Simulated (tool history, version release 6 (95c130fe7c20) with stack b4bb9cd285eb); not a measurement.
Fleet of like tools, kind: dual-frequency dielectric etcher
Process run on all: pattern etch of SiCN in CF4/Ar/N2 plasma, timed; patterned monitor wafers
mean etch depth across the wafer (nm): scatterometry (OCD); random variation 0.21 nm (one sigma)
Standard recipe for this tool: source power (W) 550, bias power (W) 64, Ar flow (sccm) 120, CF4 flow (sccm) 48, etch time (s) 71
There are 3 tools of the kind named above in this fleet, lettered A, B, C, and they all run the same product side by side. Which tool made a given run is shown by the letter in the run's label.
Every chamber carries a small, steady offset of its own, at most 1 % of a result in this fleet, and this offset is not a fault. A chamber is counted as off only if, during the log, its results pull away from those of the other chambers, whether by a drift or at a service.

run    day  source power (W)  bias power (W)  Ar flow (sccm)  CF4 flow (sccm)  etch time (s)  hours since the last wet clean  hours since the last source power generator calibration  hours since the last bias power generator calibration  hours since the last Ar flow controller change  hours since the last CF4 flow controller change  read-back reference wafer on the same gauge, depth_nm  mean etch depth across the wafer (nm)
 1C  0.212               550              64             120               48             71                           370.7                                                   1476.0                                                  126.3                                          1509.6                                            605.5                                                 55.307                                 64.295
 2A  0.683               550              64             120               48             71                           446.0                                                   1521.2                                                  651.4                                           621.0                                           1357.5                                                 55.299                                 63.615
 3B  0.962               550              64             120               48             71                           440.2                                                    916.6                                                 1740.7                                          2759.3                                           2111.3                                                 55.320                                 63.609
 4B  1.238               550              64             120               48             71                           446.8                                                    923.2                                                 1747.3                                          2765.9                                           2117.9                                                 55.329                                 63.983
 5C  1.683               550              64             120               48             71                           406.0                                                   1511.3                                                  161.6                                          1544.9                                            640.8                                                 55.224                                 64.707
 6A  2.000               550              64             120               48             71                           477.6                                                   1552.8                                                  683.0                                           652.6                                           1389.1                                                 55.243                                 63.421
     2.033  -- chamber A: wet clean of the chamber
 7B  2.217               550              64             120               48             71                           470.3                                                    946.7                                                 1770.8                                          2789.4                                           2141.4                                                 55.276                                 64.020
 8C  2.525               550              64             120               48             71                           426.2                                                   1531.5                                                  181.8                                          1565.1                                            661.0                                                 55.299                                 64.104
     2.625  -- chamber C: wet clean of the chamber
 9A  2.850               550              64             120               48             71                            19.6                                                   1573.2                                                  703.4                                           673.0                                           1409.5                                                 55.304                                 63.670
10C  3.108               550              64             120               48             71                            11.6                                                   1545.5                                                  195.8                                          1579.1                                            675.0                                                 55.293                                 64.229
11B  3.404               550              64             120               48             71                           498.8                                                    975.2                                                 1799.3                                          2817.9                                           2169.9                                                 55.328                                 64.072
12A  3.675               550              64             120               48             71                            39.4                                                   1593.0                                                  723.2                                           692.8                                           1429.3                                                 55.295                                 63.612
13A  3.929               550              64             120               48             71                            45.5                                                   1599.1                                                  729.3                                           698.9                                           1435.4                                                 55.321                                 63.526
14C  4.396               550              64             120               48             71                            42.5                                                   1576.4                                                  226.7                                          1610.0                                            705.9                                                 55.354                                 63.888
15B  4.871               550              64             120               48             71                           534.0                                                   1010.4                                                 1834.5                                          2853.1                                           2205.1                                                 55.304                                 64.451
16A  5.112               550              64             120               48             71                            73.9                                                   1627.5                                                  757.7                                           727.3                                           1463.8                                                 55.293                                 63.687
17B  5.325               550              64             120               48             71                           544.9                                                   1021.3                                                 1845.4                                          2864.0                                           2216.0                                                 55.279                                 64.528
18C  5.638               430              64             144               48             71                            72.3                                                   1606.2                                                  256.5                                          1639.8                                            735.7                                                 55.265                                 50.320
19A  6.071               430              64             144               48             71                            96.9                                                   1650.5                                                  780.7                                           750.3                                           1486.8                                                 55.331                                 49.636
20B  6.475               430              64             144               48             71                           572.5                                                   1048.9                                                 1873.0                                          2891.6                                           2243.6                                                 55.350                                 51.255
21C  6.850               550              64             120               48             71                           101.4                                                   1635.3                                                  285.6                                          1668.9                                            764.8                                                 55.320                                 63.994

Read the log: is a single chamber off, either drifting away or since a service, is the gauge that measures every chamber drifting, or is nothing wrong beyond small per-chamber offsets? Name any odd chamber and what most likely caused it.

It is chamber B that slowly wanders off from its peers.
Most likely cause: etch rate over this chamber's usual, % = 2.7.
From this log alone, it may not be told apart from: source power that arrives over what is set, %.

Here are 4 candidates for chamber B's next run, each the usual settings with a change, their results left as question marks. Which one brings its results back in line with what the others give on the usual settings?
A result is in line if it is within this distance of the other chambers' mean on the usual settings: mean etch depth across the wafer (nm) 0.720
22B-1  7.192               550              64             155               48             71                                                                                                                                                                                                                                                                                                                                              ?
22B-2  7.192               550              64             120               48             73                                                                                                                                                                                                                                                                                                                                              ?
22B-3  7.192               550              64             138               48             71                                                                                                                                                                                                                                                                                                                                              ?
22B-4  7.192               560              64             120               48             73                                                                                                                                                                                                                                                                                                                                              ?

The other chambers' mean on the usual settings: mean etch depth across the wafer (nm) 63.951
  run  mean etch depth across the wafer (nm)
22B-1                                 62.833
22B-2                                 67.611
22B-3                                 64.152
22B-4                                 68.673
The right change is 22B-3: it brings the chamber back within the allowed miss of the others.

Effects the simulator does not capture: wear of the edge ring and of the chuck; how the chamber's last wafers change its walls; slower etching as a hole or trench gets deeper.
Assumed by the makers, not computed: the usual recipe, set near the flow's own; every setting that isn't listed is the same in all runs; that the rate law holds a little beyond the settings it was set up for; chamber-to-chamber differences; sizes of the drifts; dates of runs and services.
